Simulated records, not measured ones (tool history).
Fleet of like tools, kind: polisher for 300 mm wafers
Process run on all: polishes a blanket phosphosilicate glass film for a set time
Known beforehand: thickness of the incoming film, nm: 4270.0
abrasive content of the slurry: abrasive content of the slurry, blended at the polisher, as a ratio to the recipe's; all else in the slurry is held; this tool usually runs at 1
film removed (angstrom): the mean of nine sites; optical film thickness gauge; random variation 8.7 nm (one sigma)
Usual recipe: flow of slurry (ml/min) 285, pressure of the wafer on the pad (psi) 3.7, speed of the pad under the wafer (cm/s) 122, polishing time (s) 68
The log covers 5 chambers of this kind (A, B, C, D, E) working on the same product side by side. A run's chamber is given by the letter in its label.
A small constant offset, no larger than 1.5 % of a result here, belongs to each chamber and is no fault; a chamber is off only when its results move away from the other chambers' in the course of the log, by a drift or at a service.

run	hour	flow of slurry (ml/min)	pressure of the wafer on the pad (psi)	speed of the pad under the wafer (cm/s)	abrasive content of the slurry	polishing time (s)	wafers polished on this pad	hours since the slurry nozzle was cleaned	hours since the head pressure was calibrated	hours since the slurry blender was calibrated	hours since the conditioning disc was replaced	film removed (angstrom)
1D	7.7	285	3.7	122	1	68	400	611.4	893.5	41.1	375.5	7639
# hour 13.4: chamber C: worn pad replaced by a new one
2E	13.5	285	3.7	122	1	68	1119	28.3	73.1	274.7	87.8	7787.2
# hour 16.2: chamber A: worn pad replaced by a new one
3B	19.3	285	3.7	122	1	68	306	111.9	58.5	294.7	305	7548.7
# hour 23.1: chamber C: conditioning disc replaced and pad reconditioned
4A	25.7	285	3.7	122	1	68	91	634.5	180.3	58.1	92.7	7844.4
5C	38	285	3.7	122	1.2	68	237	253.3	109.6	113.1	14.9	8264.4
# hour 43.7: chamber D: conditioning disc replaced and pad reconditioned
# hour 43.9: chamber B: slurry blender recalibrated
6E	47.5	285	3.7	122	1.2	68	1446	62.3	107.1	308.7	121.8	8375
# hour 57.2: chamber E: worn pad replaced by a new one
# hour 58.5: chamber E: slurry blender recalibrated
7D	59.2	285	3.7	122	1.2	68	896	662.9	945	92.6	15.6	8362.4
# hour 64.8: chamber B: worn pad replaced by a new one
8C	72	285	3.7	122	1.2	68	565	287.3	143.6	147.1	48.9	8396.6
# hour 75.9: chamber C: slurry blender recalibrated
9B	83.5	285	3.7	122	1.2	68	180	176.1	122.7	39.7	369.2	8274.6
# hour 89.3: chamber D: slurry blender recalibrated
10A	95.5	225	4.1	122	1	68	763	704.3	250.1	127.9	162.5	8393.4
# hour 104: chamber A: slurry nozzle cleaned
11E	106.2	225	4.1	122	1	68	471	121	165.8	47.8	180.5	8215.9
# hour 111.9: chamber A: worn pad replaced by a new one
12C	116.8	225	4.1	122	1	68	996	332.1	188.4	41	93.7	8240
# hour 123.4: chamber C: slurry nozzle cleaned
# hour 125.4: chamber D: slurry nozzle cleaned
13A	125.9	225	4.1	122	1	68	134	22	280.5	158.3	192.9	8414.4
# hour 129.5: chamber B: worn pad replaced by a new one
# hour 130: chamber C: worn pad replaced by a new one
# hour 131.9: chamber B: slurry nozzle cleaned
14D	132.1	225	4.1	122	1	68	1598	6.8	1017.9	42.8	88.5	8094.8
# hour 134.4: chamber D: worn pad replaced by a new one
15B	144.8	285	3.7	122	1	68	148	13	184	101	430.5	7713.8
16D	157.9	285	3.7	122	1	68	226	32.6	1043.7	68.6	114.3	7829.1
# hour 166.4: chamber B: conditioning disc replaced and pad reconditioned
17C	170.2	285	3.7	122	1	68	387	46.9	241.8	94.4	147.1	7674.7
18B	183.2	285	3.7	122	1	68	517	51.4	222.4	139.4	16.8	7655.9
# hour 195.1: chamber B: worn pad replaced by a new one
19A	195.7	285	3.7	122	1	88	807	91.8	350.3	228.1	262.7	10206
# hour 200.3: chamber D: slurry blender recalibrated
# hour 202.5: chamber A: slurry blender recalibrated
20E	203.1	285	3.7	122	1	88	1405	217.9	262.7	144.7	277.4	9927.4
# hour 206.8: chamber A: worn pad replaced by a new one
# hour 207.9: chamber A: conditioning disc replaced and pad reconditioned
21E	209.8	285	3.7	122	1	88	1469	224.6	269.4	151.4	284.1	9901.2
# hour 210.2: chamber C: conditioning disc replaced and pad reconditioned
22A	215.9	285	3.7	122	1	88	88	112	370.5	13.4	8	9917.8
# hour 216.4: chamber E: worn pad replaced by a new one
23B	222.9	285	3.7	122	1	88	268	91.1	262.1	179.1	56.5	9816.6
# hour 231.3: chamber C: worn pad replaced by a new one
# hour 232.3: chamber C: slurry blender recalibrated
24C	232.8	285	3.7	122	1	68	15	109.5	304.4	0.5	22.7	7733.8
25D	244.9	285	3.7	122	1	68	1064	119.6	1130.7	44.6	201.3	7584.3
26C	252.9	285	3.7	122	1	68	208	129.6	324.5	20.6	42.8	7594.6
# hour 257.3: chamber A: head pressure recalibrated
27A	261.5	285	3.7	122	1	68	527	157.6	4.2	59	53.6	7718.9
# hour 269.9: chamber B: worn pad replaced by a new one
28B	272.1	285	3.7	122	1	68	22	140.3	311.3	228.3	105.7	7451.9
29E	284.7	285	3.7	122	1	68	657	299.5	344.3	226.3	359	7740.8
# hour 291: chamber D: worn pad replaced by a new one
30D	295.2	285	3.7	122	1	68	40	169.9	1181	94.9	251.6	7658.1
# hour 295.3: chamber A: worn pad replaced by a new one
31B	303.8	285	3.7	122	1	68	327	172	343	260	137.4	7702.5
# hour 307.2: chamber C: head pressure recalibrated
32C	316.2	285	3.7	122	1	68	818	192.9	9	83.9	106.1	7670.9
# hour 318.8: chamber D: slurry blender recalibrated
33E	324.1	285	3.7	122	1	68	1037	338.9	383.7	265.7	398.4	7694.7
34D	331.3	285	3.7	122	1	68	388	206	1217.1	12.5	287.7	7524.9
35A	337.6	285	3.7	122	1	68	407	233.7	80.3	135.1	129.7	7896
36D	349.7	285	3.7	122	1	68	565	224.4	1235.5	30.9	306.1	7616.3
37A	359	285	3.7	122	1	68	613	255.1	101.7	156.5	151.1	7665.6

What goes on in this fleet: one chamber off, a drifting gauge, or nothing beyond the chambers' own small offsets? Name the chamber and the cause, if any.

The fleet is healthy, with each chamber sitting at its usual small offset and no drift in the gauge.

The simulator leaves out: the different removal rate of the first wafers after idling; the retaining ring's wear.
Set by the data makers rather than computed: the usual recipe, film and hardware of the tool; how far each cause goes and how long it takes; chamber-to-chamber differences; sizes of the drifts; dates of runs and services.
